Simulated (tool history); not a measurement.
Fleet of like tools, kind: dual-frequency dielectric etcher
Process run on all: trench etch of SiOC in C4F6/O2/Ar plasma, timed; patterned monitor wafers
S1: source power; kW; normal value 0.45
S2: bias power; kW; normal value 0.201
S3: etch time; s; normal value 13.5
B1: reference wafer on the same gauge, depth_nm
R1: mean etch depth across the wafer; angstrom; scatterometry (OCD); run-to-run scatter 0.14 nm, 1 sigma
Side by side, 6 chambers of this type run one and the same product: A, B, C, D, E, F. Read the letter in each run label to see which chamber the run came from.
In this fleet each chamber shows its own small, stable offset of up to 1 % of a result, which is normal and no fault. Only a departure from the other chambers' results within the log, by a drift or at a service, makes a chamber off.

run 1F day=0.192 | S1=0.45 S2=0.201 S3=13.5 | B1=32.186 | R1=302.02
run 2E day=0.471 | S1=0.45 S2=0.201 S3=13.5 | B1=32.174 | R1=305.56
run 3C day=0.8 | S1=0.45 S2=0.201 S3=13.5 | B1=32.198 | R1=303.77
run 4A day=1.054 | S1=0.45 S2=0.201 S3=13.5 | B1=32.225 | R1=300.94
run 5B day=1.317 | S1=0.45 S2=0.201 S3=13.5 | B1=32.194 | R1=302.8
run 6D day=1.546 | S1=0.45 S2=0.201 S3=13.5 | B1=32.194 | R1=304.56
run 7D day=1.862 | S1=0.45 S2=0.201 S3=16.5 | B1=32.194 | R1=372.32
run 8A day=2.254 | S1=0.45 S2=0.201 S3=16.5 | B1=32.167 | R1=366.52
run 9C day=2.458 | S1=0.45 S2=0.201 S3=16.5 | B1=32.163 | R1=370.58
run 10F day=2.65 | S1=0.45 S2=0.201 S3=16.5 | B1=32.185 | R1=369.42
run 11B day=2.996 | S1=0.45 S2=0.201 S3=16.5 | B1=32.199 | R1=371.26
-- day=3.375 chamber E: wet clean of the chamber
run 12E day=3.404 | S1=0.45 S2=0.201 S3=16.5 | B1=32.202 | R1=373.93
-- day=3.596 chamber C: bias power generator calibrated
run 13E day=3.608 | S1=0.45 S2=0.201 S3=13.5 | B1=32.235 | R1=303.14
run 14B day=3.817 | S1=0.45 S2=0.201 S3=13.5 | B1=32.226 | R1=302.63
run 15C day=4.071 | S1=0.45 S2=0.201 S3=13.5 | B1=32.174 | R1=307.05
run 16D day=4.288 | S1=0.45 S2=0.201 S3=13.5 | B1=32.216 | R1=300.48
run 17A day=4.712 | S1=0.45 S2=0.201 S3=13.5 | B1=32.239 | R1=298.34
run 18F day=5.121 | S1=0.45 S2=0.201 S3=13.5 | B1=32.188 | R1=302.37
-- day=5.142 chamber F: wet clean of the chamber
run 19F day=5.417 | S1=0.45 S2=0.201 S3=13.5 | B1=32.186 | R1=302.93
run 20A day=5.825 | S1=0.45 S2=0.201 S3=13.5 | B1=32.232 | R1=300.66
run 21C day=6.162 | S1=0.48 S2=0.201 S3=13.5 | B1=32.162 | R1=311.67
run 22E day=6.421 | S1=0.48 S2=0.201 S3=13.5 | B1=32.19 | R1=313.85
run 23B day=6.679 | S1=0.48 S2=0.201 S3=13.5 | B1=32.189 | R1=311.95
run 24D day=6.875 | S1=0.48 S2=0.201 S3=13.5 | B1=32.216 | R1=312.96
run 25C day=7.3 | S1=0.48 S2=0.201 S3=13.5 | B1=32.169 | R1=313.15
run 26A day=7.596 | S1=0.48 S2=0.201 S3=13.5 | B1=32.236 | R1=309.24
-- day=7.738 chamber A: wet clean of the chamber
run 27B day=7.975 | S1=0.35 S2=0.24 S3=13.5 | B1=32.176 | R1=290.79
run 28D day=8.271 | S1=0.35 S2=0.24 S3=13.5 | B1=32.186 | R1=291.62
-- day=8.362 chamber B: wet clean of the chamber
run 29F day=8.683 | S1=0.35 S2=0.24 S3=13.5 | B1=32.176 | R1=289.21
run 30E day=8.917 | S1=0.35 S2=0.24 S3=13.5 | B1=32.153 | R1=293.89
run 31C day=9.117 | S1=0.35 S2=0.24 S3=13.5 | B1=32.157 | R1=293.05
run 32F day=9.446 | S1=0.35 S2=0.24 S3=13.5 | B1=32.222 | R1=287.62
run 33D day=9.783 | S1=0.49 S2=0.162 S3=13.5 | B1=32.161 | R1=293.44
run 34E day=9.983 | S1=0.49 S2=0.162 S3=13.5 | B1=32.195 | R1=296.98
run 35A day=10.204 | S1=0.49 S2=0.162 S3=13.5 | B1=32.186 | R1=289.84
run 36B day=10.458 | S1=0.49 S2=0.162 S3=13.5 | B1=32.204 | R1=290.29

Decide between three cases: one chamber stands off from its peers, the gauge reading all wafers drifts, or nothing is wrong past each chamber's small offset. Where a chamber is off, say which and what most likely put it there.

Beyond each chamber's small constant offset nothing stands out, and the gauge stays steady.
